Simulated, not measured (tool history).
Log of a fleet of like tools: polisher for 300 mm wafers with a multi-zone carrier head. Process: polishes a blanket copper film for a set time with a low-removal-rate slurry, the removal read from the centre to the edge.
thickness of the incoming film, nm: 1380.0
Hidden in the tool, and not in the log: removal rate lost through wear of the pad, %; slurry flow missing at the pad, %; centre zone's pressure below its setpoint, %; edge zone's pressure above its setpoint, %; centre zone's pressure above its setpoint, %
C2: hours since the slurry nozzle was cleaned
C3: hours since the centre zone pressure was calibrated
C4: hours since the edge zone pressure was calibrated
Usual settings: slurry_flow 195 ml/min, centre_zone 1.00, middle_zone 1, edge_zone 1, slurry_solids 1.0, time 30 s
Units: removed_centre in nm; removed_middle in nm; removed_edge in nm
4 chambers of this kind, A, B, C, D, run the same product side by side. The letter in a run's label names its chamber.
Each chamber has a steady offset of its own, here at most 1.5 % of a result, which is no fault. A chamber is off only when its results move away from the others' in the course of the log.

-- day=0.083 chamber A: edge zone pressure recalibrated
run 1A day=0.454 | slurry_flow=195 centre_zone=1.00 middle_zone=1 edge_zone=1 slurry_solids=1.0 time=30 | wafers_polished_on_this_pad=877 C2=509.6 C3=472.7 C4=8.9 | removed_centre=133.36 removed_middle=131.88 removed_edge=133.81
run 2B day=0.788 | slurry_flow=195 centre_zone=1.00 middle_zone=1 edge_zone=1 slurry_solids=1.0 time=30 | wafers_polished_on_this_pad=753 C2=227.0 C3=635.7 C4=383.6 | removed_centre=132.42 removed_middle=132.62 removed_edge=134.24
run 3C day=1.029 | slurry_flow=195 centre_zone=1.00 middle_zone=1 edge_zone=1 slurry_solids=1.0 time=30 | wafers_polished_on_this_pad=673 C2=139.0 C3=300.5 C4=365.7 | removed_centre=129.65 removed_middle=130.60 removed_edge=132.52
-- day=1.062 chamber A: worn pad replaced by a new one
run 4D day=1.288 | slurry_flow=195 centre_zone=1.00 middle_zone=1 edge_zone=1 slurry_solids=1.0 time=30 | wafers_polished_on_this_pad=355 C2=383.2 C3=483.2 C4=648.6 | removed_centre=129.73 removed_middle=132.84 removed_edge=134.52
-- day=1.558 chamber D: slurry nozzle cleaned
run 5B day=1.658 | slurry_flow=195 centre_zone=1.00 middle_zone=1 edge_zone=1 slurry_solids=1.0 time=30 | wafers_polished_on_this_pad=991 C2=247.9 C3=656.6 C4=404.5 | removed_centre=130.48 removed_middle=132.86 removed_edge=130.96
-- day=1.688 chamber B: centre zone pressure recalibrated
-- day=1.800 chamber B: worn pad replaced by a new one
run 6C day=2.067 | slurry_flow=195 centre_zone=1.00 middle_zone=1 edge_zone=1 slurry_solids=1.0 time=30 | wafers_polished_on_this_pad=956 C2=163.9 C3=325.4 C4=390.6 | removed_centre=131.95 removed_middle=133.04 removed_edge=131.43
-- day=2.438 chamber C: worn pad replaced by a new one
run 7A day=2.517 | slurry_flow=195 centre_zone=1.00 middle_zone=1 edge_zone=1 slurry_solids=1.0 time=30 | wafers_polished_on_this_pad=397 C2=559.1 C3=522.2 C4=58.4 | removed_centre=131.79 removed_middle=132.82 removed_edge=134.72
run 8D day=2.829 | slurry_flow=195 centre_zone=0.96 middle_zone=1 edge_zone=1 slurry_solids=0.7 time=30 | wafers_polished_on_this_pad=777 C2=30.6 C3=520.2 C4=685.6 | removed_centre=119.67 removed_middle=119.14 removed_edge=123.26
run 9A day=3.254 | slurry_flow=195 centre_zone=0.96 middle_zone=1 edge_zone=1 slurry_solids=0.7 time=30 | wafers_polished_on_this_pad=599 C2=576.8 C3=539.9 C4=76.1 | removed_centre=117.63 removed_middle=125.37 removed_edge=124.30
run 10C day=3.646 | slurry_flow=195 centre_zone=0.96 middle_zone=1 edge_zone=1 slurry_solids=0.7 time=30 | wafers_polished_on_this_pad=330 C2=201.8 C3=363.3 C4=428.5 | removed_centre=118.33 removed_middle=125.76 removed_edge=123.14
run 11B day=3.912 | slurry_flow=195 centre_zone=0.96 middle_zone=1 edge_zone=1 slurry_solids=0.7 time=30 | wafers_polished_on_this_pad=577 C2=302.0 C3=53.5 C4=458.6 | removed_centre=117.89 removed_middle=121.30 removed_edge=121.90
-- day=4.104 chamber D: worn pad replaced by a new one
run 12D day=4.425 | slurry_flow=195 centre_zone=0.95 middle_zone=1 edge_zone=1 slurry_solids=1.0 time=30 | wafers_polished_on_this_pad=88 C2=68.9 C3=558.5 C4=723.9 | removed_centre=123.57 removed_middle=136.80 removed_edge=133.17
-- day=4.829 chamber A: worn pad replaced by a new one
run 13B day=4.862 | slurry_flow=195 centre_zone=0.95 middle_zone=1 edge_zone=1 slurry_solids=1.0 time=30 | wafers_polished_on_this_pad=837 C2=324.8 C3=76.3 C4=481.4 | removed_centre=126.46 removed_middle=131.25 removed_edge=131.32
run 14A day=5.367 | slurry_flow=195 centre_zone=0.95 middle_zone=1 edge_zone=1 slurry_solids=1.0 time=30 | wafers_polished_on_this_pad=147 C2=627.5 C3=590.6 C4=126.8 | removed_centre=120.40 removed_middle=129.88 removed_edge=131.93
-- day=5.371 chamber B: worn pad replaced by a new one
run 15D day=5.679 | slurry_flow=195 centre_zone=0.95 middle_zone=1 edge_zone=1 slurry_solids=1.0 time=30 | wafers_polished_on_this_pad=431 C2=99.0 C3=588.6 C4=754.0 | removed_centre=126.54 removed_middle=132.78 removed_edge=133.79
-- day=5.858 chamber C: worn pad replaced by a new one
run 16C day=5.983 | slurry_flow=195 centre_zone=1.00 middle_zone=1 edge_zone=1 slurry_solids=1.0 time=30 | wafers_polished_on_this_pad=34 C2=257.9 C3=419.4 C4=484.6 | removed_centre=132.89 removed_middle=134.37 removed_edge=134.61
run 17D day=6.358 | slurry_flow=195 centre_zone=1.00 middle_zone=1 edge_zone=1 slurry_solids=1.0 time=30 | wafers_polished_on_this_pad=617 C2=115.3 C3=604.9 C4=770.3 | removed_centre=135.38 removed_middle=135.22 removed_edge=132.05
-- day=6.496 chamber A: slurry nozzle cleaned
run 18C day=6.688 | slurry_flow=195 centre_zone=1.00 middle_zone=1 edge_zone=1 slurry_solids=1.0 time=30 | wafers_polished_on_this_pad=226 C2=274.8 C3=436.3 C4=501.5 | removed_centre=129.91 removed_middle=133.75 removed_edge=135.50
run 19A day=7.196 | slurry_flow=195 centre_zone=1.00 middle_zone=1 edge_zone=1 slurry_solids=1.0 time=30 | wafers_polished_on_this_pad=647 C2=16.9 C3=634.5 C4=170.7 | removed_centre=125.63 removed_middle=134.42 removed_edge=132.70
run 20B day=7.500 | slurry_flow=195 centre_zone=1.00 middle_zone=1 edge_zone=1 slurry_solids=1.0 time=30 | wafers_polished_on_this_pad=583 C2=388.1 C3=139.6 C4=544.7 | removed_centre=133.28 removed_middle=130.96 removed_edge=132.14
run 21B day=7.767 | slurry_flow=195 centre_zone=1.00 middle_zone=1 edge_zone=1 slurry_solids=1.0 time=30 | wafers_polished_on_this_pad=655 C2=394.5 C3=146.0 C4=551.1 | removed_centre=131.63 removed_middle=133.95 removed_edge=132.81
-- day=7.946 chamber A: worn pad replaced by a new one
run 22C day=8.025 | slurry_flow=195 centre_zone=1.00 middle_zone=1 edge_zone=1 slurry_solids=1.0 time=30 | wafers_polished_on_this_pad=592 C2=306.9 C3=468.4 C4=533.6 | removed_centre=133.91 removed_middle=132.15 removed_edge=135.45
-- day=8.246 chamber B: worn pad replaced by a new one
-- day=8.396 chamber D: worn pad replaced by a new one
run 23A day=8.538 | slurry_flow=195 centre_zone=1.00 middle_zone=1 edge_zone=1 slurry_solids=1.0 time=30 | wafers_polished_on_this_pad=162 C2=49.1 C3=666.7 C4=202.9 | removed_centre=127.07 removed_middle=131.42 removed_edge=133.38
run 24D day=8.912 | slurry_flow=195 centre_zone=1.00 middle_zone=1 edge_zone=1 slurry_solids=1.0 time=30 | wafers_polished_on_this_pad=142 C2=176.6 C3=666.2 C4=831.6 | removed_centre=132.67 removed_middle=131.29 removed_edge=133.48
run 25D day=9.379 | slurry_flow=195 centre_zone=1.00 middle_zone=1 edge_zone=1 slurry_solids=1.0 time=30 | wafers_polished_on_this_pad=269 C2=187.8 C3=677.4 C4=842.8 | removed_centre=133.50 removed_middle=132.54 removed_edge=132.99
-- day=9.583 chamber C: edge zone pressure recalibrated
-- day=9.592 chamber D: centre zone pressure recalibrated
run 26A day=9.771 | slurry_flow=195 centre_zone=1.00 middle_zone=1 edge_zone=1 slurry_solids=1.0 time=30 | wafers_polished_on_this_pad=499 C2=78.7 C3=696.3 C4=232.5 | removed_centre=123.72 removed_middle=132.47 removed_edge=132.21
-- day=9.838 chamber C: worn pad replaced by a new one
run 27B day=10.288 | slurry_flow=195 centre_zone=1.00 middle_zone=1 edge_zone=1 slurry_solids=1.0 time=30 | wafers_polished_on_this_pad=558 C2=455.0 C3=206.5 C4=611.6 | removed_centre=134.12 removed_middle=132.15 removed_edge=135.01
run 28C day=10.708 | slurry_flow=195 centre_zone=1.00 middle_zone=1 edge_zone=1 slurry_solids=1.0 time=30 | wafers_polished_on_this_pad=238 C2=371.3 C3=532.8 C4=27.1 | removed_centre=131.19 removed_middle=131.58 removed_edge=134.56
run 29A day=11.117 | slurry_flow=195 centre_zone=1.00 middle_zone=1 edge_zone=1 slurry_solids=1.0 time=30 | wafers_polished_on_this_pad=867 C2=111.0 C3=728.6 C4=264.8 | removed_centre=121.39 removed_middle=135.23 removed_edge=132.70
-- day=11.154 chamber A: worn pad replaced by a new one
run 30D day=11.375 | slurry_flow=195 centre_zone=1.00 middle_zone=1 edge_zone=1 slurry_solids=1.0 time=30 | wafers_polished_on_this_pad=815 C2=235.7 C3=42.8 C4=890.7 | removed_centre=131.69 removed_middle=131.85 removed_edge=131.53
run 31B day=11.829 | slurry_flow=195 centre_zone=1.00 middle_zone=1 edge_zone=1 slurry_solids=1.0 time=30 | wafers_polished_on_this_pad=980 C2=492.0 C3=243.5 C4=648.6 | removed_centre=128.92 removed_middle=131.19 removed_edge=132.65
-- day=12.062 chamber B: worn pad replaced by a new one
run 32C day=12.200 | slurry_flow=195 centre_zone=1.00 middle_zone=1 edge_zone=1 slurry_solids=1.0 time=38 | wafers_polished_on_this_pad=646 C2=407.1 C3=568.6 C4=62.9 | removed_centre=168.45 removed_middle=168.06 removed_edge=165.37
run 33A day=12.492 | slurry_flow=195 centre_zone=1.00 middle_zone=1 edge_zone=1 slurry_solids=1.0 time=38 | wafers_polished_on_this_pad=366 C2=144.0 C3=761.6 C4=297.8 | removed_centre=156.36 removed_middle=171.14 removed_edge=168.10
-- day=12.662 chamber D: worn pad replaced by a new one
-- day=12.679 chamber B: edge zone pressure recalibrated
run 34C day=12.871 | slurry_flow=195 centre_zone=1.00 middle_zone=1 edge_zone=1 slurry_solids=1.0 time=38 | wafers_polished_on_this_pad=829 C2=423.2 C3=584.7 C4=79.0 | removed_centre=164.49 removed_middle=171.29 removed_edge=171.71
run 35D day=13.279 | slurry_flow=195 centre_zone=1.00 middle_zone=1 edge_zone=1 slurry_solids=1.0 time=38 | wafers_polished_on_this_pad=169 C2=281.4 C3=88.5 C4=936.4 | removed_centre=169.66 removed_middle=168.37 removed_edge=171.07
run 36B day=13.642 | slurry_flow=195 centre_zone=1.00 middle_zone=1 edge_zone=1 slurry_solids=1.0 time=30 | wafers_polished_on_this_pad=431 C2=535.5 C3=287.0 C4=23.1 | removed_centre=132.32 removed_middle=130.66 removed_edge=133.63
run 37A day=14.008 | slurry_flow=195 centre_zone=1.00 middle_zone=1 edge_zone=1 slurry_solids=1.0 time=30 | wafers_polished_on_this_pad=780 C2=180.4 C3=798.0 C4=334.2 | removed_centre=119.66 removed_middle=133.92 removed_edge=133.43
run 38D day=14.467 | slurry_flow=195 centre_zone=1.00 middle_zone=1 edge_zone=1 slurry_solids=1.0 time=30 | wafers_polished_on_this_pad=493 C2=309.9 C3=117.0 C4=964.9 | removed_centre=134.32 removed_middle=134.70 removed_edge=132.23

Is one chamber off against the others, does the gauge drift, or is nothing wrong? If a chamber is off, say which, and what the likeliest cause is.

Chamber A drifts away from the others.
Cause: centre zone's pressure below its setpoint, % = 9.66.

Here are 4 candidates for chamber A's next run, each the usual settings with a change, their results left as question marks. Which one brings its results back in line with what the others give on the usual settings?
In line means no further than this from the other chambers' mean on the usual settings: removed_centre 4.90 nm; removed_middle 6.30 nm; removed_edge 4.80 nm
run 39A-1 day=14.846 | slurry_flow=190 centre_zone=0.96 middle_zone=1.01 edge_zone=1.01 slurry_solids=1.0 time=30 | removed_centre=? removed_middle=? removed_edge=?
run 39A-2 day=14.846 | slurry_flow=200 centre_zone=1.10 middle_zone=0.98 edge_zone=0.97 slurry_solids=1.0 time=30 | removed_centre=? removed_middle=? removed_edge=?
run 39A-3 day=14.846 | slurry_flow=190 centre_zone=0.91 middle_zone=1.02 edge_zone=1.03 slurry_solids=1.0 time=30 | removed_centre=? removed_middle=? removed_edge=?
run 39A-4 day=14.846 | slurry_flow=200 centre_zone=1.04 middle_zone=0.99 edge_zone=0.99 slurry_solids=1.0 time=30 | removed_centre=? removed_middle=? removed_edge=?

The other chambers' mean on the usual settings: removed_centre 132.33 nm; removed_middle 132.31 nm; removed_edge 132.81 nm
run=39A-1 removed_centre=111.82 removed_middle=133.88 removed_edge=133.01
run=39A-2 removed_centre=130.87 removed_middle=131.09 removed_edge=130.99
run=39A-3 removed_centre=105.41 removed_middle=135.14 removed_edge=134.38
run=39A-4 removed_centre=123.11 removed_middle=132.36 removed_edge=132.38
39A-2 brings the chamber back in line.
